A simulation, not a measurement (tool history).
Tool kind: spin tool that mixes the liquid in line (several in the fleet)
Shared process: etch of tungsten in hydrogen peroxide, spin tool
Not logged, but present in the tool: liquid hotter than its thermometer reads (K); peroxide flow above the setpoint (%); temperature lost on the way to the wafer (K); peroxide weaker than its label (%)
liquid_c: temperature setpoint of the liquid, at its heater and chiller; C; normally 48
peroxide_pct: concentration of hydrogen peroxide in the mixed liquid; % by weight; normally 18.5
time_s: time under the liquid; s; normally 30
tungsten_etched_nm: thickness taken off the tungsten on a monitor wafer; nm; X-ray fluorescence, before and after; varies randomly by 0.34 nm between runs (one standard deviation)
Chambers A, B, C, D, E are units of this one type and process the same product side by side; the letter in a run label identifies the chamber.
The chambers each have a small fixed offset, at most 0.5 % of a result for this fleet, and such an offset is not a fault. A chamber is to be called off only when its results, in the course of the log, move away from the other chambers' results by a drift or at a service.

run   hour  liquid_c  peroxide_pct  time_s  hours since the thermometer was replaced  hours since the peroxide flow meter was replaced  hours since the heated supply line was repaired  hours since the drum of peroxide was connected  read-back film thickness of the tungsten reference wafer, read on the same gauge (nm)  tungsten_etched_nm
 1C    8.7        48          18.5      30                                     677.7                                             458.3                                           2333.2                                           412.9                                                                                 49.993              71.674
 2E   20.0        48          18.5      30                                     936.9                                            1989.8                                            760.8                                           547.1                                                                                 50.004              71.229
 3D   30.5        48          18.5      30                                     284.1                                             785.3                                           2716.2                                            65.9                                                                                 50.041              72.092
 4A   36.4        48          18.5      30                                     689.9                                             299.2                                            991.0                                           909.0                                                                                 49.999              71.709
 5B   43.7        48          21.0      30                                     908.0                                             953.4                                           1109.3                                           763.1                                                                                 49.965              75.496
 6B   55.2        48          21.0      30                                     919.5                                             964.9                                           1120.8                                           774.6                                                                                 49.979              75.591
 7E   66.4        48          21.0      30                                     983.3                                            2036.2                                            807.2                                           593.5                                                                                 50.009              75.734
      69.5  -- chamber E: thermometer replaced
 8A   75.8        48          21.0      30                                     729.3                                             338.6                                           1030.4                                           948.4                                                                                 50.006              76.395
 9D   83.3        48          21.0      30                                     336.9                                             838.1                                           2769.0                                           118.7                                                                                 49.975              76.660
      91.9  -- chamber E: peroxide flow meter replaced
10C   93.6        48          18.5      30                                     762.6                                             543.2                                           2418.1                                           497.8                                                                                 50.059              71.310
      95.0  -- chamber C: peroxide flow meter replaced
11C   99.4        48          18.5      30                                     768.4                                               4.5                                           2423.9                                           503.6                                                                                 50.044              71.551
12E  109.9        48          18.5      30                                      40.5                                              18.1                                            850.7                                           637.0                                                                                 49.995              70.712
13A  121.1        48          18.5      30                                     774.6                                             383.9                                           1075.7                                           993.7                                                                                 50.012              72.407
14B  127.6        48          18.5      30                                     991.9                                            1037.3                                           1193.2                                           847.0                                                                                 50.041              71.283
15D  132.9        48          18.5      30                                     386.5                                             887.7                                           2818.6                                           168.3                                                                                 50.004              72.091
16A  139.5        48          18.5      30                                     793.0                                             402.3                                           1094.1                                          1012.1                                                                                 50.036              72.309
     140.8  -- chamber C: heated supply line repaired
17B  149.5        48          18.5      30                                    1013.8                                            1059.2                                           1215.1                                           868.9                                                                                 50.005              71.120
18E  157.3        48          18.5      30                                      87.9                                              65.5                                            898.1                                           684.4                                                                                 50.004              71.047
     158.4  -- chamber D: peroxide flow meter replaced
19D  167.4        48          18.5      30                                     421.0                                               9.0                                           2853.1                                           202.8                                                                                 50.035              71.910
20C  176.8        48          18.5      30                                     845.8                                              81.9                                             36.0                                           581.0                                                                                 49.950              71.286
21E  186.1        48          18.5      30                                     116.7                                              94.3                                            926.9                                           713.2                                                                                 50.028              70.507
22C  197.0        48          18.5      30                                     866.0                                             102.1                                             56.2                                           601.2                                                                                 50.001              71.530
23D  207.7        48          18.5      30                                     461.3                                              49.3                                           2893.4                                           243.1                                                                                 50.029              71.687
24A  219.1        48          18.5      30                                     872.6                                             481.9                                           1173.7                                          1091.7                                                                                 50.041              74.349
25B  228.7        48          18.5      30                                    1093.0                                            1138.4                                           1294.3                                           948.1                                                                                 50.043              71.364
26A  236.1        48          18.5      30                                     889.6                                             498.9                                           1190.7                                          1108.7                                                                                 49.995              75.078
27E  245.8        48          18.5      30                                     176.4                                             154.0                                            986.6                                           772.9                                                                                 50.003              71.202
     246.1  -- chamber B: peroxide flow meter replaced
28C  255.5        48          18.5      30                                     924.5                                             160.6                                            114.7                                           659.7                                                                                 49.992              71.232
29D  265.4        48          14.0      40                                     519.0                                             107.0                                           2951.1                                           300.8                                                                                 49.972              82.333
30B  275.0        48          14.0      40                                    1139.3                                              28.9                                           1340.6                                           994.4                                                                                 50.015              82.798
31A  280.2        48          14.0      40                                     933.7                                             543.0                                           1234.8                                          1152.8                                                                                 50.008              87.442

One chamber off, gauge drift, or nothing amiss beyond the chambers' own small offsets? If it is a chamber, which one, and what is the likeliest cause?

Chamber A drifts away from the others.
Most likely cause: peroxide flow above the setpoint (%) = 12.3.
It could be hard to tell apart here from: liquid hotter than its thermometer reads (K).

Chamber A could run next with any of the 4 candidate recipes listed below; each alters the usual settings, and their results appear as question marks. Which one brings its results back in line with what the other chambers deliver on the usual settings?
Allowed miss from the other chambers' usual-settings mean, per result, to count as in line: tungsten_etched_nm 1.200 nm
32A-1  288.5        48          22.5      30                                                                                                                                                                                                                                                                                                       ?
32A-2  288.5        48          21.0      30                                                                                                                                                                                                                                                                                                       ?
32A-3  288.5        47          18.5      30                                                                                                                                                                                                                                                                                                       ?
32A-4  288.5        48          15.0      30                                                                                                                                                                                                                                                                                                       ?

The other chambers' mean on the usual settings: tungsten_etched_nm 71.390 nm
  run  tungsten_etched_nm
32A-1              83.723
32A-2              80.878
32A-3              71.290
32A-4              68.328
Change 32A-3 lands the chamber within the allowed miss of the other chambers.
